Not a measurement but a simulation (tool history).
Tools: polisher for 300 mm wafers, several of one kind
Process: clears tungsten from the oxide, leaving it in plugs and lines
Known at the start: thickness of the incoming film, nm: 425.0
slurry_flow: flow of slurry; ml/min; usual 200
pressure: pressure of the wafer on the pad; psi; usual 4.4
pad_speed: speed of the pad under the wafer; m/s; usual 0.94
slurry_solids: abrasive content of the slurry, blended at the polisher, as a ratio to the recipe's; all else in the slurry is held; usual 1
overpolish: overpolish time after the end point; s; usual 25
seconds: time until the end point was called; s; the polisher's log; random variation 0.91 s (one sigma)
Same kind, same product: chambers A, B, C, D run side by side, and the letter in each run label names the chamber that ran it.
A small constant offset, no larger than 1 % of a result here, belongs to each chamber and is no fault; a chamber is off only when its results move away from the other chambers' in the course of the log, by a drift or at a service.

run   hour  slurry_flow  pressure  pad_speed  slurry_solids  overpolish  seconds
       4.4  -- chamber D: worn pad replaced by a new one
 1D   11.3          200       4.4       0.94              1          25   76.351
        16  -- chamber A: worn pad replaced by a new one
 2B   19.8          200       4.4       0.94              1          25   76.583
      26.5  -- chamber B: worn pad replaced by a new one
 3C   31.5          200       4.4       0.94              1          25   76.515
 4A   39.6          200       4.4       0.94              1          25   75.046
      40.5  -- chamber C: worn pad replaced by a new one
 5B   46.5          200       4.4       0.94              1          25   77.602
      56.1  -- chamber A: slurry tank refilled with fresh slurry and peroxide
        58  -- chamber D: worn pad replaced by a new one
 6D   58.9          235       4.4       0.94              1          25   74.532
 7A   72.3          235       4.4       0.94              1          25   75.927
        77  -- chamber B: head pressure recalibrated
      78.7  -- chamber D: slurry tank refilled with fresh slurry and peroxide
 8C     82          235       4.4       0.94              1          25   72.248
      93.6  -- chamber C: worn pad replaced by a new one
 9C   94.7          235       4.4       0.94              1          25   74.839
     102.5  -- chamber B: worn pad replaced by a new one
10A  104.9          200       4.4       0.82              1          36   88.214
       105  -- chamber A: worn pad replaced by a new one
     111.2  -- chamber D: worn pad replaced by a new one
11D  114.9          200       4.4       0.82              1          36   88.109
     118.8  -- chamber D: slurry blender recalibrated
     120.1  -- chamber C: slurry tank refilled with fresh slurry and peroxide
12B  124.2          200       4.4       0.82              1          36   88.455
13B  134.2          200       4.4       0.82              1          36   85.292
     134.5  -- chamber B: slurry tank refilled with fresh slurry and peroxide
     140.5  -- chamber A: slurry tank refilled with fresh slurry and peroxide
     141.3  -- chamber C: slurry blender recalibrated
14A  143.6          200       4.4       0.94              1          25   75.543
     147.7  -- chamber C: worn pad replaced by a new one
15C  155.4          200       4.4       0.94              1          25   76.582
     161.1  -- chamber B: slurry nozzle cleaned
16D  165.3          200       4.4       0.94              1          25   76.451
       168  -- chamber D: worn pad replaced by a new one
     173.6  -- chamber B: worn pad replaced by a new one
17B  176.1          150       4.4        0.8              1          25   94.555
     182.2  -- chamber A: slurry nozzle cleaned
18D  188.3          150       4.4        0.8              1          25   92.526
19A  196.3          150       4.4        0.8              1          25   93.196
20C  204.7          150       4.4        0.8              1          25   94.372
     210.3  -- chamber D: slurry tank refilled with fresh slurry and peroxide
21D  212.8          200       4.4       0.94              1          25   75.963
       216  -- chamber A: slurry tank refilled with fresh slurry and peroxide
     216.6  -- chamber A: slurry blender recalibrated
     216.8  -- chamber A: worn pad replaced by a new one
     216.9  -- chamber C: worn pad replaced by a new one
22A    219          200       4.4       0.94              1          25   77.616
23C  228.1          200       4.4       0.94              1          25   75.634
       229  -- chamber D: worn pad replaced by a new one
24B  235.2          200       4.4       0.94              1          25   77.308
25A  241.6          200       4.4       0.94              1          25   74.992
26D  247.7          200       4.4       0.94              1          25   74.159
     249.2  -- chamber B: worn pad replaced by a new one
27C  254.6          200       4.4       0.94              1          25   77.112
     261.9  -- chamber D: slurry nozzle cleaned
28B  267.1          200       4.4       0.94              1          25   76.924
     275.3  -- chamber C: worn pad replaced by a new one
29B  279.3          200       3.1       0.94              1          25   105.92
     287.7  -- chamber D: worn pad replaced by a new one
30D  289.5          200       3.1       0.94              1          25   105.04
31C  301.2          200       3.1       0.94              1          25   106.28

Each of the 4 chambers runs these same settings next. Fill in every chamber's results:
32A  311.2          200       4.4       0.94              1          25        ?
32B  311.2          200       4.4       0.94              1          25        ?
32C  311.2          200       4.4       0.94              1          25        ?
32D  311.2          200       4.4       0.94              1          25        ?

run  seconds
32A   76.882
32B   76.444
32C   75.982
32D   76.652
